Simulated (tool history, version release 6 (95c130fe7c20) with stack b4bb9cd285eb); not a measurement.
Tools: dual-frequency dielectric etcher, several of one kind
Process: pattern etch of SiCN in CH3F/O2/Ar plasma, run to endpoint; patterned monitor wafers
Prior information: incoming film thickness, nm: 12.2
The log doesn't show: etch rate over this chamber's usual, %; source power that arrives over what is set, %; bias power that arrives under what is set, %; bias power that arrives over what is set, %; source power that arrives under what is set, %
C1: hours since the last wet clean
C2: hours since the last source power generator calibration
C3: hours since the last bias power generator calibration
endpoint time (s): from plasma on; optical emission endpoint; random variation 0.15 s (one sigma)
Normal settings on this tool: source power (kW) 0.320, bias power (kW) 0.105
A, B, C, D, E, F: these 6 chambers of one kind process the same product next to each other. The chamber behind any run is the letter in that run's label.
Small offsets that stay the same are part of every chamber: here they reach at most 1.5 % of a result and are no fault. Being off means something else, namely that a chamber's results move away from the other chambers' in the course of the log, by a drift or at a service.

{"run": "1E", "hour": 8.7, "source power (kW)": 0.32, "bias power (kW)": 0.105, "C1": 322.8, "C2": 3888.0, "C3": 616.2, "endpoint time (s)": 30.96}
{"run": "2F", "hour": 18.7, "source power (kW)": 0.32, "bias power (kW)": 0.105, "C1": 128.5, "C2": 312.1, "C3": 2381.7, "endpoint time (s)": 30.732}
{"run": "3B", "hour": 28.3, "source power (kW)": 0.32, "bias power (kW)": 0.105, "C1": 92.2, "C2": 959.4, "C3": 504.9, "endpoint time (s)": 31.043}
{"run": "4C", "hour": 39.0, "source power (kW)": 0.32, "bias power (kW)": 0.105, "C1": 271.5, "C2": 1665.6, "C3": 1777.4, "endpoint time (s)": 31.174}
{"run": "5A", "hour": 48.1, "source power (kW)": 0.32, "bias power (kW)": 0.105, "C1": 240.3, "C2": 2865.2, "C3": 2369.6, "endpoint time (s)": 30.516}
{"run": "6D", "hour": 56.0, "source power (kW)": 0.32, "bias power (kW)": 0.105, "C1": 160.3, "C2": 1581.3, "C3": 240.8, "endpoint time (s)": 30.359}
{"run": "7A", "hour": 64.9, "source power (kW)": 0.32, "bias power (kW)": 0.092, "C1": 257.1, "C2": 2882.0, "C3": 2386.4, "endpoint time (s)": 32.39}
{"run": "8B", "hour": 73.2, "source power (kW)": 0.32, "bias power (kW)": 0.092, "C1": 137.1, "C2": 1004.3, "C3": 549.8, "endpoint time (s)": 32.242}
{"hour": 82.8, "done": "chamber E: source power generator calibrated"}
{"run": "9F", "hour": 83.4, "source power (kW)": 0.32, "bias power (kW)": 0.092, "C1": 193.2, "C2": 376.8, "C3": 2446.4, "endpoint time (s)": 33.097}
{"run": "10E", "hour": 93.9, "source power (kW)": 0.32, "bias power (kW)": 0.092, "C1": 408.0, "C2": 11.2, "C3": 701.4, "endpoint time (s)": 32.272}
{"run": "11C", "hour": 104.7, "source power (kW)": 0.32, "bias power (kW)": 0.092, "C1": 337.2, "C2": 1731.3, "C3": 1843.1, "endpoint time (s)": 32.75}
{"run": "12D", "hour": 110.0, "source power (kW)": 0.32, "bias power (kW)": 0.092, "C1": 214.3, "C2": 1635.3, "C3": 294.8, "endpoint time (s)": 31.683}
{"run": "13E", "hour": 114.9, "source power (kW)": 0.32, "bias power (kW)": 0.105, "C1": 429.0, "C2": 32.2, "C3": 722.4, "endpoint time (s)": 30.843}
{"run": "14F", "hour": 124.9, "source power (kW)": 0.32, "bias power (kW)": 0.105, "C1": 234.7, "C2": 418.3, "C3": 2487.9, "endpoint time (s)": 31.262}
{"run": "15B", "hour": 132.3, "source power (kW)": 0.32, "bias power (kW)": 0.105, "C1": 196.2, "C2": 1063.4, "C3": 608.9, "endpoint time (s)": 31.039}
{"run": "16D", "hour": 138.0, "source power (kW)": 0.32, "bias power (kW)": 0.105, "C1": 242.3, "C2": 1663.3, "C3": 322.8, "endpoint time (s)": 30.156}
{"run": "17C", "hour": 143.3, "source power (kW)": 0.24, "bias power (kW)": 0.084, "C1": 375.8, "C2": 1769.9, "C3": 1881.7, "endpoint time (s)": 37.433}
{"run": "18A", "hour": 149.5, "source power (kW)": 0.24, "bias power (kW)": 0.084, "C1": 341.7, "C2": 2966.6, "C3": 2471.0, "endpoint time (s)": 37.261}
{"run": "19F", "hour": 156.5, "source power (kW)": 0.24, "bias power (kW)": 0.084, "C1": 266.3, "C2": 449.9, "C3": 2519.5, "endpoint time (s)": 37.77}
{"run": "20B", "hour": 166.2, "source power (kW)": 0.24, "bias power (kW)": 0.084, "C1": 230.1, "C2": 1097.3, "C3": 642.8, "endpoint time (s)": 37.168}
{"run": "21A", "hour": 173.0, "source power (kW)": 0.24, "bias power (kW)": 0.084, "C1": 365.2, "C2": 2990.1, "C3": 2494.5, "endpoint time (s)": 37.175}
{"run": "22C", "hour": 181.0, "source power (kW)": 0.24, "bias power (kW)": 0.084, "C1": 413.5, "C2": 1807.6, "C3": 1919.4, "endpoint time (s)": 37.578}
{"hour": 187.7, "done": "chamber E: wet clean of the chamber"}
{"run": "23E", "hour": 189.4, "source power (kW)": 0.32, "bias power (kW)": 0.105, "C1": 1.8, "C2": 106.7, "C3": 796.9, "endpoint time (s)": 30.734}
{"run": "24D", "hour": 199.3, "source power (kW)": 0.32, "bias power (kW)": 0.105, "C1": 303.6, "C2": 1724.6, "C3": 384.1, "endpoint time (s)": 29.608}
{"run": "25A", "hour": 208.4, "source power (kW)": 0.32, "bias power (kW)": 0.105, "C1": 400.6, "C2": 3025.5, "C3": 2529.9, "endpoint time (s)": 30.964}
{"run": "26B", "hour": 217.1, "source power (kW)": 0.32, "bias power (kW)": 0.105, "C1": 281.0, "C2": 1148.2, "C3": 693.7, "endpoint time (s)": 30.7}
{"run": "27D", "hour": 223.6, "source power (kW)": 0.32, "bias power (kW)": 0.105, "C1": 327.9, "C2": 1748.9, "C3": 408.4, "endpoint time (s)": 29.331}
{"hour": 228.4, "done": "chamber F: wet clean of the chamber"}
{"run": "28C", "hour": 229.1, "source power (kW)": 0.32, "bias power (kW)": 0.105, "C1": 461.6, "C2": 1855.7, "C3": 1967.5, "endpoint time (s)": 31.091}
{"hour": 230.5, "done": "chamber C: wet clean of the chamber"}
{"run": "29F", "hour": 236.3, "source power (kW)": 0.37, "bias power (kW)": 0.082, "C1": 8.0, "C2": 529.7, "C3": 2599.3, "endpoint time (s)": 32.565}
{"run": "30E", "hour": 241.7, "source power (kW)": 0.37, "bias power (kW)": 0.082, "C1": 54.1, "C2": 159.0, "C3": 849.2, "endpoint time (s)": 32.162}
{"run": "31C", "hour": 248.0, "source power (kW)": 0.37, "bias power (kW)": 0.082, "C1": 17.6, "C2": 1874.6, "C3": 1986.4, "endpoint time (s)": 32.46}
{"hour": 249.0, "done": "chamber A: source power generator calibrated"}
{"run": "32A", "hour": 257.5, "source power (kW)": 0.37, "bias power (kW)": 0.082, "C1": 449.7, "C2": 8.6, "C3": 2579.0, "endpoint time (s)": 32.072}
{"hour": 262.3, "done": "chamber B: wet clean of the chamber"}
{"run": "33D", "hour": 267.9, "source power (kW)": 0.37, "bias power (kW)": 0.082, "C1": 372.2, "C2": 1793.2, "C3": 452.7, "endpoint time (s)": 30.44}
{"run": "34E", "hour": 273.9, "source power (kW)": 0.37, "bias power (kW)": 0.082, "C1": 86.3, "C2": 191.2, "C3": 881.4, "endpoint time (s)": 31.869}
{"run": "35B", "hour": 281.4, "source power (kW)": 0.32, "bias power (kW)": 0.105, "C1": 19.2, "C2": 1212.5, "C3": 758.0, "endpoint time (s)": 30.967}
{"run": "36F", "hour": 288.8, "source power (kW)": 0.32, "bias power (kW)": 0.105, "C1": 60.5, "C2": 582.2, "C3": 2651.8, "endpoint time (s)": 31.278}

Next, all 6 chambers run the settings below, one line each with question marks for the results. What does each chamber give?
{"run": "37A", "hour": 296.6, "source power (kW)": 0.37, "bias power (kW)": 0.105, "endpoint time (s)": "?"}
{"run": "37B", "hour": 296.6, "source power (kW)": 0.37, "bias power (kW)": 0.105, "endpoint time (s)": "?"}
{"run": "37C", "hour": 296.6, "source power (kW)": 0.37, "bias power (kW)": 0.105, "endpoint time (s)": "?"}
{"run": "37D", "hour": 296.6, "source power (kW)": 0.37, "bias power (kW)": 0.105, "endpoint time (s)": "?"}
{"run": "37E", "hour": 296.6, "source power (kW)": 0.37, "bias power (kW)": 0.105, "endpoint time (s)": "?"}
{"run": "37F", "hour": 296.6, "source power (kW)": 0.37, "bias power (kW)": 0.105, "endpoint time (s)": "?"}

run=37A endpoint_time_(s)=29.037
run=37B endpoint_time_(s)=29.159
run=37C endpoint_time_(s)=29.564
run=37D endpoint_time_(s)=27.714
run=37E endpoint_time_(s)=29.313
run=37F endpoint_time_(s)=29.528
